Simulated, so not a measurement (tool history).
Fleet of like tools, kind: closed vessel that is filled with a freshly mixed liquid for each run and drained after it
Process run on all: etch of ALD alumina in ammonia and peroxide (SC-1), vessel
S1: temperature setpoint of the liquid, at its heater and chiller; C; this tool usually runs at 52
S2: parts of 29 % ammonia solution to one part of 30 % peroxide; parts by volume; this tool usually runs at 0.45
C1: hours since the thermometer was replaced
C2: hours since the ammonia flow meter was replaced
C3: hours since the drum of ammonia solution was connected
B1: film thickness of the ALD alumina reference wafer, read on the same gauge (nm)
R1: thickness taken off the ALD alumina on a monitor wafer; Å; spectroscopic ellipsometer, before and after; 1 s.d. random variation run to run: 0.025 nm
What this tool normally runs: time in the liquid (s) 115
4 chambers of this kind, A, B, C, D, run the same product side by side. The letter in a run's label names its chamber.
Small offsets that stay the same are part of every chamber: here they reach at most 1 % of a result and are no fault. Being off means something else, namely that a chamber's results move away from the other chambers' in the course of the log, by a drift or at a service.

Run 1B, hour 2.5: usual settings; C1 883.5; C2 898.6; C3 601.7; B1 110. Result: R1 77.572 Å.
Run 2A, hour 4.7: usual settings; C1 3023.9; C2 1115.5; C3 155.3; B1 110. Result: R1 78.807 Å.
Run 3C, hour 8.8: usual settings; C1 186.3; C2 695.5; C3 944.5; B1 109.99. Result: R1 78.569 Å.
At hour 10.4: chamber A: thermometer replaced.
Run 4D, hour 12.1: usual settings; C1 858.9; C2 395.4; C3 878.8; B1 110. Result: R1 79.156 Å.
Run 5C, hour 16.2: usual settings; C1 193.7; C2 702.9; C3 951.9; B1 110.01. Result: R1 78.39 Å.
Run 6B, hour 18: usual settings; C1 899; C2 914.1; C3 617.2; B1 109.98. Result: R1 77.566 Å.
Run 7D, hour 21.5: usual settings but S1 59.5 C, S2 0.55 parts by volume; C1 868.3; C2 404.8; C3 888.2; B1 109.99. Result: R1 121.24 Å.
Run 8A, hour 25.5: usual settings but S1 59.5 C, S2 0.55 parts by volume; C1 15.1; C2 1136.3; C3 176.1; B1 109.98. Result: R1 119.13 Å.
At hour 27.2: chamber C: ammonia flow meter replaced.
Run 9B, hour 28.6: usual settings but S1 59.5 C, S2 0.55 parts by volume; C1 909.6; C2 924.7; C3 627.8; B1 109.99. Result: R1 116.64 Å.
At hour 29.2: chamber C: new drum of ammonia solution connected.
Run 10C, hour 32: usual settings but S1 59.5 C, S2 0.55 parts by volume; C1 209.5; C2 4.9; C3 2.9; B1 110.01. Result: R1 118.75 Å.
Run 11D, hour 36.1: usual settings; C1 882.9; C2 419.4; C3 902.8; B1 110.01. Result: R1 79.141 Å.
Run 12A, hour 38.8: usual settings; C1 28.4; C2 1149.6; C3 189.4; B1 109.98. Result: R1 78.999 Å.
Run 13B, hour 41.9: usual settings but time in the liquid (s) 155; C1 922.9; C2 938; C3 641.1; B1 109.99. Result: R1 104.72 Å.
Run 14D, hour 45.2: usual settings but time in the liquid (s) 155; C1 892; C2 428.5; C3 911.9; B1 110.01. Result: R1 106.92 Å.
Run 15A, hour 48.3: usual settings but time in the liquid (s) 155; C1 37.9; C2 1159.1; C3 198.9; B1 110.01. Result: R1 105.95 Å.
Run 16C, hour 50.9: usual settings but time in the liquid (s) 155; C1 228.4; C2 23.8; C3 21.8; B1 110.02. Result: R1 106.34 Å.
Run 17C, hour 55.2: usual settings; C1 232.7; C2 28.1; C3 26.1; B1 109.98. Result: R1 78.026 Å.
Run 18B, hour 59.4: usual settings; C1 940.4; C2 955.5; C3 658.6; B1 109.99. Result: R1 77.592 Å.
Run 19D, hour 61.3: usual settings; C1 908.1; C2 444.6; C3 928; B1 109.98. Result: R1 78.862 Å.
Run 20A, hour 63.7: usual settings; C1 53.3; C2 1174.5; C3 214.3; B1 110.02. Result: R1 78.534 Å.
Run 21D, hour 67: usual settings but S1 46 C; C1 913.8; C2 450.3; C3 933.7; B1 110.02. Result: R1 56.713 Å.
Run 22B, hour 71: usual settings but S1 46 C; C1 952; C2 967.1; C3 670.2; B1 109.99. Result: R1 55.98 Å.
Run 23C, hour 74: usual settings but S1 46 C; C1 251.5; C2 46.9; C3 44.9; B1 110.01. Result: R1 55.484 Å.
Run 24A, hour 77.8: usual settings but S1 46 C; C1 67.4; C2 1188.6; C3 228.4; B1 109.99. Result: R1 56.457 Å.
Run 25A, hour 79.8: usual settings; C1 69.4; C2 1190.6; C3 230.4; B1 109.98. Result: R1 79.168 Å.
Run 26C, hour 83.3: usual settings; C1 260.8; C2 56.2; C3 54.2; B1 109.98. Result: R1 76.77 Å.
Run 27B, hour 85.5: usual settings; C1 966.5; C2 981.6; C3 684.7; B1 110.02. Result: R1 77.397 Å.
Run 28D, hour 87.9: usual settings; C1 934.7; C2 471.2; C3 954.6; B1 110.04. Result: R1 79.2 Å.
Run 29B, hour 90.1: usual settings but S2 0.3 parts by volume; C1 971.1; C2 986.2; C3 689.3; B1 109.99. Result: R1 75.35 Å.
Run 30A, hour 92.2: usual settings but S2 0.3 parts by volume; C1 81.8; C2 1203; C3 242.8; B1 109.99. Result: R1 75.644 Å.
Run 31C, hour 96.2: usual settings but S2 0.3 parts by volume; C1 273.7; C2 69.1; C3 67.1; B1 110.01. Result: R1 73.172 Å.
Run 32D, hour 98.6: usual settings but S2 0.3 parts by volume; C1 945.4; C2 481.9; C3 965.3; B1 110. Result: R1 76.001 Å.
Run 33C, hour 102: usual settings; C1 279.5; C2 74.9; C3 72.9; B1 110.01. Result: R1 76.11 Å.
Run 34A, hour 104.3: usual settings; C1 93.9; C2 1215.1; C3 254.9; B1 109.99. Result: R1 78.54 Å.
Run 35B, hour 107.9: usual settings; C1 988.9; C2 1004; C3 707.1; B1 110.01. Result: R1 77.289 Å.
Run 36D, hour 110.4: usual settings; C1 957.2; C2 493.7; C3 977.1; B1 109.98. Result: R1 79.465 Å.
Run 37A, hour 112.6: usual settings; C1 102.2; C2 1223.4; C3 263.2; B1 110.01. Result: R1 78.399 Å.
Run 38D, hour 115.7: usual settings; C1 962.5; C2 499; C3 982.4; B1 109.99. Result: R1 78.7 Å.
Run 39C, hour 118.9: usual settings; C1 296.4; C2 91.8; C3 89.8; B1 110.02. Result: R1 75.279 Å.
Run 40B, hour 121: usual settings; C1 1002; C2 1017.1; C3 720.2; B1 110.03. Result: R1 77.506 Å.
Run 41B, hour 123.7: usual settings; C1 1004.7; C2 1019.8; C3 722.9; B1 110. Result: R1 77.767 Å.

Predict what each chamber gives when all 4 of them run the settings below next.
Run 42A, hour 126.8: usual settings. Result: R1 ?.
Run 42B, hour 126.8: usual settings. Result: R1 ?.
Run 42C, hour 126.8: usual settings. Result: R1 ?.
Run 42D, hour 126.8: usual settings. Result: R1 ?.

run      R1
42A  78.518
42B  78.003
42C  74.695
42D  78.616

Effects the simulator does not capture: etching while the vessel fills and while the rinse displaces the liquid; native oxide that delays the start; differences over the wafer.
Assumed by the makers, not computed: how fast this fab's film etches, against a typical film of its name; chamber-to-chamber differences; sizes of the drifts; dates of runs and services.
